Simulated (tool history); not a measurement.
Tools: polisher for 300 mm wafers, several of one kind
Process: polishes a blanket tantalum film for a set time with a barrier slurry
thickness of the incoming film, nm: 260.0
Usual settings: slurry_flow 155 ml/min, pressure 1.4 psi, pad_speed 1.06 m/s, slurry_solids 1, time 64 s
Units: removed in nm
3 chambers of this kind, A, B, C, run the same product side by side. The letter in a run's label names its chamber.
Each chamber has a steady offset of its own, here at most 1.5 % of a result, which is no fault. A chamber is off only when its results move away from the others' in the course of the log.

{"hour": 2.6, "done": "chamber A: worn pad replaced by a new one"}
{"run": "1A", "hour": 3.3, "slurry_flow": 155, "pressure": 1.4, "pad_speed": 1.06, "slurry_solids": 1, "time": 64, "removed": 74.917}
{"run": "2C", "hour": 5.5, "slurry_flow": 155, "pressure": 1.4, "pad_speed": 1.06, "slurry_solids": 1, "time": 64, "removed": 76.058}
{"run": "3B", "hour": 8.6, "slurry_flow": 155, "pressure": 1.4, "pad_speed": 1.06, "slurry_solids": 1, "time": 64, "removed": 76.276}
{"run": "4B", "hour": 12.2, "slurry_flow": 155, "pressure": 1.4, "pad_speed": 1.06, "slurry_solids": 1, "time": 64, "removed": 75.569}
{"hour": 15.2, "done": "chamber B: worn pad replaced by a new one"}
{"run": "5A", "hour": 15.8, "slurry_flow": 155, "pressure": 1.4, "pad_speed": 1.06, "slurry_solids": 1, "time": 64, "removed": 74.758}
{"run": "6C", "hour": 18.3, "slurry_flow": 155, "pressure": 1.4, "pad_speed": 1.06, "slurry_solids": 1, "time": 64, "removed": 76.668}
{"run": "7A", "hour": 22.6, "slurry_flow": 155, "pressure": 1.4, "pad_speed": 1.06, "slurry_solids": 1, "time": 64, "removed": 76.267}
{"run": "8C", "hour": 26.5, "slurry_flow": 155, "pressure": 1.4, "pad_speed": 1.06, "slurry_solids": 1, "time": 64, "removed": 76.475}
{"run": "9B", "hour": 29.1, "slurry_flow": 155, "pressure": 1.4, "pad_speed": 1.06, "slurry_solids": 1, "time": 64, "removed": 75.091}
{"run": "10B", "hour": 31.3, "slurry_flow": 155, "pressure": 1.4, "pad_speed": 1.06, "slurry_solids": 1, "time": 64, "removed": 75.233}
{"run": "11A", "hour": 34.1, "slurry_flow": 155, "pressure": 1.4, "pad_speed": 1.06, "slurry_solids": 0.7, "time": 49, "removed": 52.432}
{"run": "12C", "hour": 36.2, "slurry_flow": 155, "pressure": 1.4, "pad_speed": 1.06, "slurry_solids": 0.7, "time": 49, "removed": 52.159}
{"run": "13B", "hour": 38.9, "slurry_flow": 155, "pressure": 1.4, "pad_speed": 1.06, "slurry_solids": 0.7, "time": 49, "removed": 52.149}
{"run": "14C", "hour": 42.2, "slurry_flow": 155, "pressure": 1.4, "pad_speed": 1.06, "slurry_solids": 1, "time": 64, "removed": 74.817}
{"run": "15A", "hour": 45.5, "slurry_flow": 155, "pressure": 1.4, "pad_speed": 1.06, "slurry_solids": 1, "time": 64, "removed": 73.834}
{"hour": 47.2, "done": "chamber A: worn pad replaced by a new one"}
{"run": "16C", "hour": 50.0, "slurry_flow": 155, "pressure": 1.4, "pad_speed": 1.06, "slurry_solids": 1, "time": 64, "removed": 77.58}
{"run": "17B", "hour": 52.9, "slurry_flow": 155, "pressure": 1.4, "pad_speed": 1.06, "slurry_solids": 1, "time": 64, "removed": 74.069}
{"hour": 55.2, "done": "chamber C: worn pad replaced by a new one"}
{"run": "18A", "hour": 55.6, "slurry_flow": 155, "pressure": 1.4, "pad_speed": 1.06, "slurry_solids": 1, "time": 64, "removed": 76.176}
{"run": "19C", "hour": 59.6, "slurry_flow": 155, "pressure": 1.4, "pad_speed": 1.4, "slurry_solids": 1, "time": 64, "removed": 102.66}
{"run": "20A", "hour": 63.1, "slurry_flow": 155, "pressure": 1.4, "pad_speed": 1.4, "slurry_solids": 1, "time": 64, "removed": 101.3}
{"run": "21B", "hour": 66.5, "slurry_flow": 155, "pressure": 1.4, "pad_speed": 1.4, "slurry_solids": 1, "time": 64, "removed": 99.422}
{"run": "22C", "hour": 70.0, "slurry_flow": 155, "pressure": 1.4, "pad_speed": 1.06, "slurry_solids": 1, "time": 44, "removed": 52.594}
{"hour": 72.1, "done": "chamber C: slurry blender recalibrated"}
{"run": "23B", "hour": 74.6, "slurry_flow": 155, "pressure": 1.4, "pad_speed": 1.06, "slurry_solids": 1, "time": 44, "removed": 52.932}
{"run": "24A", "hour": 78.1, "slurry_flow": 155, "pressure": 1.4, "pad_speed": 1.06, "slurry_solids": 1, "time": 44, "removed": 52.431}
{"run": "25A", "hour": 82.3, "slurry_flow": 155, "pressure": 1.4, "pad_speed": 1.06, "slurry_solids": 1, "time": 64, "removed": 77.09}
{"hour": 84.3, "done": "chamber A: worn pad replaced by a new one"}
{"run": "26B", "hour": 86.4, "slurry_flow": 110, "pressure": 1.4, "pad_speed": 1.06, "slurry_solids": 1.25, "time": 64, "removed": 73.35}
{"run": "27C", "hour": 90.0, "slurry_flow": 110, "pressure": 1.4, "pad_speed": 1.06, "slurry_solids": 1.25, "time": 64, "removed": 76.149}
{"run": "28A", "hour": 93.9, "slurry_flow": 110, "pressure": 1.4, "pad_speed": 1.06, "slurry_solids": 1.25, "time": 64, "removed": 74.638}
{"run": "29B", "hour": 97.8, "slurry_flow": 155, "pressure": 1.4, "pad_speed": 1.06, "slurry_solids": 1, "time": 64, "removed": 74.843}
{"run": "30C", "hour": 101.9, "slurry_flow": 155, "pressure": 1.4, "pad_speed": 1.06, "slurry_solids": 1, "time": 64, "removed": 76.128}
{"run": "31B", "hour": 106.0, "slurry_flow": 155, "pressure": 1.4, "pad_speed": 1.06, "slurry_solids": 1, "time": 64, "removed": 75.107}
{"run": "32A", "hour": 108.2, "slurry_flow": 155, "pressure": 1.4, "pad_speed": 1.06, "slurry_solids": 1, "time": 64, "removed": 74.239}
{"run": "33C", "hour": 111.7, "slurry_flow": 155, "pressure": 1.4, "pad_speed": 1.06, "slurry_solids": 1, "time": 64, "removed": 76.178}
{"run": "34B", "hour": 116.3, "slurry_flow": 155, "pressure": 1.4, "pad_speed": 1.06, "slurry_solids": 1, "time": 64, "removed": 74.282}
{"hour": 118.0, "done": "chamber C: worn pad replaced by a new one"}
{"run": "35A", "hour": 119.2, "slurry_flow": 155, "pressure": 1.4, "pad_speed": 1.06, "slurry_solids": 1, "time": 64, "removed": 77.473}
{"hour": 119.3, "done": "chamber B: worn pad replaced by a new one"}
{"run": "36C", "hour": 122.7, "slurry_flow": 115, "pressure": 1.4, "pad_speed": 1.06, "slurry_solids": 1, "time": 64, "removed": 73.384}
{"run": "37A", "hour": 125.2, "slurry_flow": 115, "pressure": 1.4, "pad_speed": 1.06, "slurry_solids": 1, "time": 64, "removed": 70.539}
{"hour": 125.4, "done": "chamber A: worn pad replaced by a new one"}
{"run": "38B", "hour": 128.2, "slurry_flow": 115, "pressure": 1.4, "pad_speed": 1.06, "slurry_solids": 1, "time": 64, "removed": 70.019}
{"run": "39C", "hour": 131.9, "slurry_flow": 115, "pressure": 1.4, "pad_speed": 1.06, "slurry_solids": 1, "time": 64, "removed": 72.211}
{"run": "40A", "hour": 134.7, "slurry_flow": 115, "pressure": 1.4, "pad_speed": 1.06, "slurry_solids": 1, "time": 64, "removed": 71.214}
{"run": "41B", "hour": 137.1, "slurry_flow": 115, "pressure": 1.4, "pad_speed": 1.06, "slurry_solids": 1, "time": 64, "removed": 69.488}

Next, every chamber runs the same settings. What will each give?
{"run": "42A", "hour": 140.4, "slurry_flow": 155, "pressure": 1.4, "pad_speed": 1.06, "slurry_solids": 1, "time": 64, "removed": "?"}
{"run": "42B", "hour": 140.4, "slurry_flow": 155, "pressure": 1.4, "pad_speed": 1.06, "slurry_solids": 1, "time": 64, "removed": "?"}
{"run": "42C", "hour": 140.4, "slurry_flow": 155, "pressure": 1.4, "pad_speed": 1.06, "slurry_solids": 1, "time": 64, "removed": "?"}

run=42A removed=75.299
run=42B removed=73.579
run=42C removed=73.732

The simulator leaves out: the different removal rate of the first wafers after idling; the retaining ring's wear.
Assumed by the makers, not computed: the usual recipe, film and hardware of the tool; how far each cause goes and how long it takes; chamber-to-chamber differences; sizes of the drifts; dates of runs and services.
